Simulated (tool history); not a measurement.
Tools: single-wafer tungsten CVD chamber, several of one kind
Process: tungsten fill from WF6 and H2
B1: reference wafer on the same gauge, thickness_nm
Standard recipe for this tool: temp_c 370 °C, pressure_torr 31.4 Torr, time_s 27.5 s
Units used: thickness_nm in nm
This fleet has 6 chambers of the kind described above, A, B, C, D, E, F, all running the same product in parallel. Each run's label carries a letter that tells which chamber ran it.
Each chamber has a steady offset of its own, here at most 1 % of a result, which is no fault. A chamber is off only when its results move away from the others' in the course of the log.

Run 1A, hour 3.3: usual settings; B1 44.345. Result: thickness_nm 44.623 nm.
Run 2F, hour 6: usual settings; B1 44.398. Result: thickness_nm 44.587 nm.
Run 3E, hour 9: usual settings; B1 44.389. Result: thickness_nm 45.231 nm.
Run 4D, hour 13.4: usual settings; B1 44.416. Result: thickness_nm 44.776 nm.
Run 5B, hour 16.6: usual settings; B1 44.412. Result: thickness_nm 45.628 nm.
Run 6C, hour 19.4: usual settings; B1 44.427. Result: thickness_nm 45.281 nm.
Run 7E, hour 21.5: usual settings; B1 44.386. Result: thickness_nm 45.231 nm.
Run 8F, hour 25.1: usual settings; B1 44.387. Result: thickness_nm 44.818 nm.
Run 9B, hour 27.6: usual settings; B1 44.375. Result: thickness_nm 45.333 nm.
Run 10A, hour 31.1: usual settings but temp_c 364 °C, time_s 31.7 s; B1 44.365. Result: thickness_nm 45.552 nm.
Run 11C, hour 33.4: usual settings but temp_c 364 °C, time_s 31.7 s; B1 44.368. Result: thickness_nm 45.914 nm.
Run 12D, hour 37.7: usual settings but temp_c 364 °C, time_s 31.7 s; B1 44.374. Result: thickness_nm 45.537 nm.
Run 13A, hour 41.2: usual settings but temp_c 364 °C, time_s 31.7 s; B1 44.403. Result: thickness_nm 45.62 nm.
At hour 41.8: chamber B: thermocouple changed; heater temperature recalibrated.
Run 14E, hour 45.6: usual settings but temp_c 364 °C, time_s 31.7 s; B1 44.416. Result: thickness_nm 46.272 nm.
Run 15F, hour 48.7: usual settings but temp_c 364 °C, time_s 31.7 s; B1 44.399. Result: thickness_nm 45.296 nm.
Run 16B, hour 52.3: usual settings but temp_c 363 °C, pressure_torr 24.8 Torr; B1 44.424. Result: thickness_nm 34.492 nm.
Run 17C, hour 55.3: usual settings but temp_c 363 °C, pressure_torr 24.8 Torr; B1 44.385. Result: thickness_nm 34.863 nm.
Run 18D, hour 59.4: usual settings but temp_c 363 °C, pressure_torr 24.8 Torr; B1 44.401. Result: thickness_nm 34.472 nm.
Run 19E, hour 63: usual settings but temp_c 363 °C, pressure_torr 24.8 Torr; B1 44.377. Result: thickness_nm 35.363 nm.
Run 20D, hour 66.1: usual settings but temp_c 363 °C, pressure_torr 24.8 Torr; B1 44.409. Result: thickness_nm 34.456 nm.
Run 21A, hour 69.1: usual settings but temp_c 363 °C, pressure_torr 24.8 Torr; B1 44.397. Result: thickness_nm 34.368 nm.
Run 22C, hour 71.6: usual settings; B1 44.394. Result: thickness_nm 45.355 nm.
Run 23B, hour 74.3: usual settings; B1 44.396. Result: thickness_nm 44.894 nm.
Run 24F, hour 76.3: usual settings; B1 44.371. Result: thickness_nm 44.546 nm.
Run 25B, hour 78.9: usual settings; B1 44.4. Result: thickness_nm 45.054 nm.
Run 26A, hour 83.1: usual settings; B1 44.406. Result: thickness_nm 44.841 nm.
Run 27F, hour 85.5: usual settings; B1 44.409. Result: thickness_nm 44.305 nm.
Run 28D, hour 88.8: usual settings; B1 44.405. Result: thickness_nm 44.796 nm.
Run 29E, hour 92: usual settings; B1 44.375. Result: thickness_nm 46.656 nm.
Run 30C, hour 95.7: usual settings; B1 44.419. Result: thickness_nm 45.501 nm.
Run 31A, hour 99.8: usual settings; B1 44.336. Result: thickness_nm 44.893 nm.
Run 32C, hour 103.2: usual settings but time_s 30.3 s; B1 44.449. Result: thickness_nm 49.981 nm.
Run 33D, hour 107.1: usual settings but time_s 30.3 s; B1 44.403. Result: thickness_nm 49.688 nm.
Run 34B, hour 109.4: usual settings but time_s 30.3 s; B1 44.395. Result: thickness_nm 49.835 nm.
Run 35E, hour 113.6: usual settings but time_s 30.3 s; B1 44.401. Result: thickness_nm 51.719 nm.
Run 36F, hour 118: usual settings but time_s 30.3 s; B1 44.411. Result: thickness_nm 48.885 nm.

All 6 chambers run these settings next. Forecast each chamber's results:
Run 37A, hour 121.2: usual settings. Result: thickness_nm ?.
Run 37B, hour 121.2: usual settings. Result: thickness_nm ?.
Run 37C, hour 121.2: usual settings. Result: thickness_nm ?.
Run 37D, hour 121.2: usual settings. Result: thickness_nm ?.
Run 37E, hour 121.2: usual settings. Result: thickness_nm ?.
Run 37F, hour 121.2: usual settings. Result: thickness_nm ?.

run  thickness_nm
37A        44.752
37B        44.918
37C        45.491
37D        44.913
37E        47.335
37F         44.71

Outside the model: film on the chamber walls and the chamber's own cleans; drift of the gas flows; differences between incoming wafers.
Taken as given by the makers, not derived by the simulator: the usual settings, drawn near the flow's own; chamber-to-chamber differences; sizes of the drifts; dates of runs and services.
